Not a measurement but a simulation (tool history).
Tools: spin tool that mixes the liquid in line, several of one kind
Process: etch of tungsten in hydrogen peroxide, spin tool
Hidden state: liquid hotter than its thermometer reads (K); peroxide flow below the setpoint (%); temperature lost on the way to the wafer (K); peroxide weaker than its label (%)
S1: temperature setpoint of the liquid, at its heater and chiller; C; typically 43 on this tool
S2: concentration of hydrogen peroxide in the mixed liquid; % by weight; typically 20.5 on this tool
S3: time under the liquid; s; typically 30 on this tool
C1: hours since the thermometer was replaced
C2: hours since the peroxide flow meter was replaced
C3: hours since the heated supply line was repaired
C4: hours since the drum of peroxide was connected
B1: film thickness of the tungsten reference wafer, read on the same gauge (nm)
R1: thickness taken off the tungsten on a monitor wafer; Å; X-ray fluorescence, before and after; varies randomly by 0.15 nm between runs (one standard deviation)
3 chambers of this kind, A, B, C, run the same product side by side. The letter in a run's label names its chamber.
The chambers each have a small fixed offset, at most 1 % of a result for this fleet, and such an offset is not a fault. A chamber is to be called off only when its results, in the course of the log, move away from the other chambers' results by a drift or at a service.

run 1A hour=15.6 | S1=43 S2=20.5 S3=30 | C1=98.5 C2=370 C3=1126.1 C4=241.3 | B1=59.981 | R1=293.69
run 2B hour=28.5 | S1=43 S2=20.5 S3=30 | C1=411.5 C2=256.4 C3=887.3 C4=294.8 | B1=59.99 | R1=293.9
run 3C hour=39 | S1=43 S2=20.5 S3=30 | C1=1240.4 C2=118.4 C3=2116.5 C4=638.4 | B1=60.005 | R1=292.32
run 4A hour=53.4 | S1=43 S2=20.5 S3=30 | C1=136.3 C2=407.8 C3=1163.9 C4=279.1 | B1=59.989 | R1=288.94
run 5C hour=66.4 | S1=46.5 S2=20.5 S3=20 | C1=1267.8 C2=145.8 C3=2143.9 C4=665.8 | B1=60.006 | R1=239.79
run 6B hour=77.9 | S1=46.5 S2=20.5 S3=20 | C1=460.9 C2=305.8 C3=936.7 C4=344.2 | B1=59.988 | R1=244.98
run 7A hour=91 | S1=46.5 S2=20.5 S3=20 | C1=173.9 C2=445.4 C3=1201.5 C4=316.7 | B1=59.99 | R1=242.04
run 8B hour=104.8 | S1=43 S2=20.5 S3=30 | C1=487.8 C2=332.7 C3=963.6 C4=371.1 | B1=60.006 | R1=293.17
-- hour=104.9 chamber A: new drum of peroxide connected
run 9C hour=119.3 | S1=43 S2=20.5 S3=30 | C1=1320.7 C2=198.7 C3=2196.8 C4=718.7 | B1=60.005 | R1=291.57
run 10A hour=129.1 | S1=43 S2=20.5 S3=30 | C1=212 C2=483.5 C3=1239.6 C4=24.2 | B1=60.004 | R1=290.49
run 11C hour=141.4 | S1=43 S2=20.5 S3=30 | C1=1342.8 C2=220.8 C3=2218.9 C4=740.8 | B1=59.997 | R1=292.09
run 12B hour=152.8 | S1=43 S2=20.5 S3=30 | C1=535.8 C2=380.7 C3=1011.6 C4=419.1 | B1=60.019 | R1=291.76
run 13B hour=162.9 | S1=43 S2=20.5 S3=30 | C1=545.9 C2=390.8 C3=1021.7 C4=429.2 | B1=59.991 | R1=291.11
run 14C hour=174 | S1=43 S2=20.5 S3=30 | C1=1375.4 C2=253.4 C3=2251.5 C4=773.4 | B1=59.989 | R1=291.46
run 15A hour=184.4 | S1=43 S2=20.5 S3=30 | C1=267.3 C2=538.8 C3=1294.9 C4=79.5 | B1=59.99 | R1=288.98
-- hour=186.1 chamber C: new drum of peroxide connected
run 16C hour=197.4 | S1=43 S2=20.5 S3=30 | C1=1398.8 C2=276.8 C3=2274.9 C4=11.3 | B1=60.008 | R1=288.8
run 17A hour=207.3 | S1=43 S2=20.5 S3=30 | C1=290.2 C2=561.7 C3=1317.8 C4=102.4 | B1=59.986 | R1=290.67
run 18B hour=222 | S1=43 S2=20.5 S3=30 | C1=605 C2=449.9 C3=1080.8 C4=488.3 | B1=59.991 | R1=292.3
run 19A hour=229.3 | S1=43 S2=20.5 S3=30 | C1=312.2 C2=583.7 C3=1339.8 C4=124.4 | B1=59.998 | R1=289.56
run 20B hour=238.2 | S1=43 S2=20.5 S3=30 | C1=621.2 C2=466.1 C3=1097 C4=504.5 | B1=60.003 | R1=289.72
run 21C hour=252.7 | S1=43 S2=20.5 S3=30 | C1=1454.1 C2=332.1 C3=2330.2 C4=66.6 | B1=59.995 | R1=289.35
run 22C hour=262.6 | S1=43 S2=20.5 S3=30 | C1=1464 C2=342 C3=2340.1 C4=76.5 | B1=60.008 | R1=292.57
run 23A hour=274.1 | S1=43 S2=20.5 S3=30 | C1=357 C2=628.5 C3=1384.6 C4=169.2 | B1=59.991 | R1=289.85
run 24B hour=282.2 | S1=43 S2=20.5 S3=30 | C1=665.2 C2=510.1 C3=1141 C4=548.5 | B1=60.021 | R1=285.13
run 25C hour=292.5 | S1=43 S2=20.5 S3=30 | C1=1493.9 C2=371.9 C3=2370 C4=106.4 | B1=60.002 | R1=291.16
run 26A hour=305.8 | S1=43 S2=20.5 S3=30 | C1=388.7 C2=660.2 C3=1416.3 C4=200.9 | B1=60.001 | R1=290.48
-- hour=314.8 chamber B: thermometer replaced
run 27B hour=321.7 | S1=35 S2=20.5 S3=30 | C1=7 C2=549.6 C3=1180.5 C4=588 | B1=59.995 | R1=170.14
run 28A hour=337.4 | S1=35 S2=20.5 S3=30 | C1=420.3 C2=691.8 C3=1447.9 C4=232.5 | B1=60.02 | R1=171.73
run 29B hour=344.6 | S1=35 S2=20.5 S3=30 | C1=29.9 C2=572.5 C3=1203.4 C4=610.9 | B1=59.99 | R1=168.42
run 30C hour=357.2 | S1=43 S2=25 S3=15 | C1=1558.6 C2=436.6 C3=2434.7 C4=171.1 | B1=59.994 | R1=160.31
-- hour=370.8 chamber A: new drum of peroxide connected
run 31A hour=371.5 | S1=43 S2=25 S3=15 | C1=454.4 C2=725.9 C3=1482 C4=0.7 | B1=59.981 | R1=159.62
run 32C hour=378.9 | S1=43 S2=25 S3=15 | C1=1580.3 C2=458.3 C3=2456.4 C4=192.8 | B1=59.981 | R1=160.29
run 33B hour=390.2 | S1=43 S2=20.5 S3=30 | C1=75.5 C2=618.1 C3=1249 C4=656.5 | B1=60.015 | R1=285.19
run 34B hour=405.9 | S1=43 S2=20.5 S3=30 | C1=91.2 C2=633.8 C3=1264.7 C4=672.2 | B1=59.984 | R1=285.87
run 35A hour=412.9 | S1=43 S2=20.5 S3=30 | C1=495.8 C2=767.3 C3=1523.4 C4=42.1 | B1=60.009 | R1=292.26
run 36C hour=422.5 | S1=43 S2=20.5 S3=30 | C1=1623.9 C2=501.9 C3=2500 C4=236.4 | B1=60.002 | R1=291.25
run 37A hour=429.9 | S1=43 S2=20.5 S3=30 | C1=512.8 C2=784.3 C3=1540.4 C4=59.1 | B1=60.006 | R1=287.96
run 38C hour=441.8 | S1=43 S2=20.5 S3=30 | C1=1643.2 C2=521.2 C3=2519.3 C4=255.7 | B1=59.991 | R1=287.71
run 39B hour=453.9 | S1=40 S2=25 S3=30 | C1=139.2 C2=681.8 C3=1312.7 C4=720.2 | B1=59.987 | R1=258.61
run 40A hour=464.5 | S1=40 S2=25 S3=30 | C1=547.4 C2=818.9 C3=1575 C4=93.7 | B1=59.987 | R1=261.39
run 41B hour=472.6 | S1=40 S2=25 S3=30 | C1=157.9 C2=700.5 C3=1331.4 C4=738.9 | B1=60.018 | R1=255.68
run 42C hour=480.8 | S1=43 S2=20.5 S3=30 | C1=1682.2 C2=560.2 C3=2558.3 C4=294.7 | B1=60.008 | R1=290.09
run 43A hour=489.4 | S1=43 S2=20.5 S3=30 | C1=572.3 C2=843.8 C3=1599.9 C4=118.6 | B1=60.007 | R1=291.17
run 44B hour=500.1 | S1=43 S2=20.5 S3=30 | C1=185.4 C2=728 C3=1358.9 C4=766.4 | B1=59.995 | R1=281.83

Each of the 3 chambers runs these same settings next. Fill in every chamber's results:
run 45A hour=511.6 | S1=43 S2=20.5 S3=35 | R1=?
run 45B hour=511.6 | S1=43 S2=20.5 S3=35 | R1=?
run 45C hour=511.6 | S1=43 S2=20.5 S3=35 | R1=?

run=45A R1=342.46
run=45B R1=331.19
run=45C R1=338.4

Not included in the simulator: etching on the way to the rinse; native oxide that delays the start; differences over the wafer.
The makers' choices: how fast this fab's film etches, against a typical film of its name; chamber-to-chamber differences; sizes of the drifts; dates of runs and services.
